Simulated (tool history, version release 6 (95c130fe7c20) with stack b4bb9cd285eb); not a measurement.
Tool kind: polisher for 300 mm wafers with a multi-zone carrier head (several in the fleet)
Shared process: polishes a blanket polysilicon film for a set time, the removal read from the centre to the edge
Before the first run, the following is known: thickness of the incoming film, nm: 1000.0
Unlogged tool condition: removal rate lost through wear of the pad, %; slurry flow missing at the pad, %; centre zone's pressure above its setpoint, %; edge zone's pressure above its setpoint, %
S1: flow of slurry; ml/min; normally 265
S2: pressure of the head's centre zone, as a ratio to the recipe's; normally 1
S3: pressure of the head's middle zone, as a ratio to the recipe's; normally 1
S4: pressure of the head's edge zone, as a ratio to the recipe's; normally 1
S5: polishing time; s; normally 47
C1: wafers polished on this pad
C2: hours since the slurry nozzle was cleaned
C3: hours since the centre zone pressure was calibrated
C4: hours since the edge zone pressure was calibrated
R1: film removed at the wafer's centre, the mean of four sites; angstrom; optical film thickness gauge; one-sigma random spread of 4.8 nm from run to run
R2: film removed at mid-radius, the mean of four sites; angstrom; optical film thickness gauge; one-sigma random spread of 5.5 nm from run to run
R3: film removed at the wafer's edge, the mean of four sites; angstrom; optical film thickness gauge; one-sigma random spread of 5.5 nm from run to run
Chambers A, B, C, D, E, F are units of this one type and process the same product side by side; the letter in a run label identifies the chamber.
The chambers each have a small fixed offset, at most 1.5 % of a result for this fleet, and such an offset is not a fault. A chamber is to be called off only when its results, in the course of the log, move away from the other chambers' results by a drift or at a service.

| run | hour | S1 | S2 | S3 | S4 | S5 | C1 | C2 | C3 | C4 | R1 | R2 | R3 |
|---|---|---|---|---|---|---|---|---|---|---|---|---|---|
| 1E | 6.7 | 265 | 1 | 1 | 1 | 47 | 654 | 61 | 1213.9 | 662.2 | 3920.3 | 3889.4 | 3869.8 |
|  | 7.1 | chamber E: worn pad replaced by a new one |
| 2B | 13.2 | 265 | 1 | 1 | 1 | 47 | 166 | 267.7 | 653.7 | 335.5 | 4005.9 | 3887.5 | 3895.4 |
| 3A | 20.2 | 265 | 1 | 1 | 1 | 47 | 1330 | 396.8 | 147.5 | 880.6 | 3964.3 | 3870 | 3957.9 |
|  | 21.6 | chamber F: worn pad replaced by a new one |
|  | 26.7 | chamber E: centre zone pressure recalibrated |
| 4D | 28 | 265 | 1 | 1 | 1 | 47 | 598 | 265.9 | 539.6 | 1151.4 | 3925.4 | 3903.6 | 3772.6 |
| 5C | 38.9 | 265 | 1 | 1 | 1 | 47 | 816 | 156.3 | 418.3 | 657.7 | 3906.2 | 3926.2 | 3894.1 |
| 6F | 45.5 | 265 | 1 | 1 | 1 | 47 | 224 | 397.7 | 893.2 | 142.1 | 3912.2 | 3855.4 | 3971.4 |
|  | 53.4 | chamber B: edge zone pressure recalibrated |
|  | 53.4 | chamber A: worn pad replaced by a new one |
| 7D | 56.5 | 265 | 1 | 1 | 1 | 47 | 865 | 294.4 | 568.1 | 1179.9 | 3857.9 | 3879.8 | 3917.6 |
| 8E | 65.9 | 265 | 1 | 1 | 1 | 47 | 551 | 120.2 | 39.2 | 721.4 | 3915.4 | 3970.6 | 3915 |
| 9F | 76.6 | 265 | 1 | 1 | 1 | 47 | 515 | 428.8 | 924.3 | 173.2 | 3822 | 3858.9 | 3788.2 |
|  | 77.8 | chamber E: worn pad replaced by a new one |
|  | 82.3 | chamber B: worn pad replaced by a new one |
| 10B | 87.8 | 265 | 1 | 1 | 1 | 47 | 52 | 342.3 | 728.3 | 34.4 | 3893.8 | 3902.1 | 3774.2 |
|  | 93.5 | chamber C: centre zone pressure recalibrated |
|  | 95.5 | chamber F: worn pad replaced by a new one |
| 11C | 96.6 | 265 | 1 | 1 | 1 | 47 | 1357 | 214 | 3.1 | 715.4 | 3839.6 | 3875.8 | 3870.9 |
|  | 99.2 | chamber B: slurry nozzle cleaned |
|  | 102 | chamber F: slurry nozzle cleaned |
| 12A | 105.8 | 265 | 1 | 1 | 1 | 47 | 491 | 482.4 | 233.1 | 966.2 | 3889.7 | 3910.3 | 4025.9 |
| 13A | 113.4 | 265 | 1 | 1 | 1 | 47 | 562 | 490 | 240.7 | 973.8 | 3963.3 | 3902.4 | 3922.6 |
|  | 117.1 | chamber A: slurry nozzle cleaned |
| 14E | 123.3 | 265 | 1 | 1 | 1 | 47 | 427 | 177.6 | 96.6 | 778.8 | 3891.5 | 3927.8 | 3969.4 |
|  | 125.9 | chamber A: edge zone pressure recalibrated |
| 15C | 134.6 | 265 | 1 | 1 | 1 | 47 | 1713 | 252 | 41.1 | 753.4 | 3772.2 | 3837.4 | 3880.9 |
|  | 140.3 | chamber D: worn pad replaced by a new one |
| 16B | 143.8 | 265 | 1 | 1 | 1 | 47 | 577 | 44.7 | 784.3 | 90.4 | 3922 | 3818.7 | 3770.2 |
|  | 146 | chamber E: worn pad replaced by a new one |
| 17D | 153.3 | 265 | 1 | 1 | 1 | 47 | 121 | 391.2 | 664.9 | 1276.7 | 3945.9 | 3883.1 | 3899.7 |
| 18F | 158.9 | 265 | 1 | 1 | 1 | 47 | 594 | 56.9 | 1006.6 | 255.5 | 3886.4 | 3937.1 | 3857.8 |
|  | 165.1 | chamber E: slurry nozzle cleaned |
| 19A | 166.7 | 265 | 1 | 1 | 1 | 47 | 1062 | 49.6 | 294 | 40.9 | 4027.1 | 3869.2 | 3940.6 |
|  | 167.5 | chamber F: worn pad replaced by a new one |
|  | 171.5 | chamber B: worn pad replaced by a new one |
| 20E | 177.2 | 265 | 1 | 1 | 1 | 47 | 293 | 12.1 | 150.5 | 832.7 | 3853.3 | 3966.9 | 3891.5 |
| 21B | 187.2 | 265 | 1 | 1 | 1 | 47 | 147 | 88.1 | 827.7 | 133.8 | 4011.6 | 3837.4 | 3867.7 |
| 22F | 193.7 | 265 | 1 | 1 | 1 | 47 | 245 | 91.7 | 1041.4 | 290.3 | 3933.5 | 4002.7 | 3846.7 |
|  | 200.6 | chamber E: worn pad replaced by a new one |
| 23D | 201.8 | 265 | 1 | 1 | 1 | 47 | 576 | 439.7 | 713.4 | 1325.2 | 3808.6 | 3853.5 | 3923.9 |
|  | 206.1 | chamber C: slurry nozzle cleaned |
| 24C | 207.7 | 265 | 1 | 1 | 1 | 47 | 2398 | 1.6 | 114.2 | 826.5 | 3639.3 | 3616.7 | 3640.6 |
| 25F | 212.7 | 265 | 1 | 1 | 1 | 47 | 423 | 110.7 | 1060.4 | 309.3 | 3862.5 | 3966.5 | 3905.1 |
| 26E | 222.4 | 265 | 1 | 1 | 1 | 47 | 204 | 57.3 | 195.7 | 877.9 | 3813.5 | 3830.7 | 3968.4 |
|  | 224 | chamber A: worn pad replaced by a new one |
|  | 225.6 | chamber F: worn pad replaced by a new one |
| 27B | 232.8 | 265 | 1 | 1 | 1 | 47 | 574 | 133.7 | 873.3 | 179.4 | 3887.3 | 3827.1 | 3772.7 |
|  | 242 | chamber B: worn pad replaced by a new one |
| 28A | 243.7 | 265 | 1 | 1 | 1 | 47 | 184 | 126.6 | 371 | 117.9 | 3939.1 | 3961.7 | 3962.9 |
| 29D | 248.8 | 265 | 1 | 1 | 1 | 63 | 1016 | 486.7 | 760.4 | 1372.2 | 5127.6 | 5129.1 | 5116.1 |
| 30C | 255.9 | 265 | 1 | 1 | 1 | 63 | 2850 | 49.8 | 162.4 | 874.7 | 4607.3 | 4884.1 | 4861.8 |
|  | 259.7 | chamber E: worn pad replaced by a new one |
| 31D | 261 | 265 | 1 | 1 | 1 | 63 | 1131 | 498.9 | 772.6 | 1384.4 | 5158.3 | 5109.7 | 5244.2 |
| 32A | 266.3 | 265 | 1 | 1 | 1 | 63 | 396 | 149.2 | 393.6 | 140.5 | 5287.9 | 5111.3 | 5273.2 |
| 33E | 272.2 | 265 | 1 | 1 | 1 | 63 | 117 | 107.1 | 245.5 | 927.7 | 5177.8 | 5216.8 | 5165.1 |
| 34F | 279.5 | 265 | 1 | 1 | 1 | 63 | 505 | 177.5 | 1127.2 | 376.1 | 5297.6 | 5172.3 | 5182 |
| 35C | 287.1 | 265 | 1 | 1 | 1 | 47 | 3142 | 81 | 193.6 | 905.9 | 3463.1 | 3533.4 | 3520.5 |
| 36B | 296.9 | 265 | 1 | 1 | 1 | 47 | 514 | 197.8 | 937.4 | 243.5 | 3921.4 | 3847.9 | 3884.1 |
| 37A | 303.3 | 265 | 1 | 1 | 1 | 47 | 743 | 186.2 | 430.6 | 177.5 | 3872.6 | 3880.1 | 3885.7 |
| 38B | 308.4 | 265 | 1 | 1 | 1 | 47 | 622 | 209.3 | 948.9 | 255 | 3782.2 | 3803.9 | 3945.4 |
|  | 313.5 | chamber E: worn pad replaced by a new one |
| 39E | 315.9 | 315 | 1 | 1 | 1.06 | 47 | 23 | 150.8 | 289.2 | 971.4 | 3894 | 3992.2 | 4143.5 |

Next, every chamber runs the same settings. What will each give?
| 40A | 324 | 265 | 1 | 1 | 1 | 47 |  |  |  |  | ? | ? | ? |
| 40B | 324 | 265 | 1 | 1 | 1 | 47 |  |  |  |  | ? | ? | ? |
| 40C | 324 | 265 | 1 | 1 | 1 | 47 |  |  |  |  | ? | ? | ? |
| 40D | 324 | 265 | 1 | 1 | 1 | 47 |  |  |  |  | ? | ? | ? |
| 40E | 324 | 265 | 1 | 1 | 1 | 47 |  |  |  |  | ? | ? | ? |
| 40F | 324 | 265 | 1 | 1 | 1 | 47 |  |  |  |  | ? | ? | ? |

| run | R1 | R2 | R3 |
|---|---|---|---|
| 40A | 3946.3 | 4004.7 | 3879.8 |
| 40B | 3874.8 | 3876.1 | 3878.8 |
| 40C | 3488.1 | 3477.9 | 3460.6 |
| 40D | 3825.7 | 3807.3 | 3876.2 |
| 40E | 3934.7 | 3837.6 | 3864.3 |
| 40F | 3901.3 | 3947.7 | 3931.2 |

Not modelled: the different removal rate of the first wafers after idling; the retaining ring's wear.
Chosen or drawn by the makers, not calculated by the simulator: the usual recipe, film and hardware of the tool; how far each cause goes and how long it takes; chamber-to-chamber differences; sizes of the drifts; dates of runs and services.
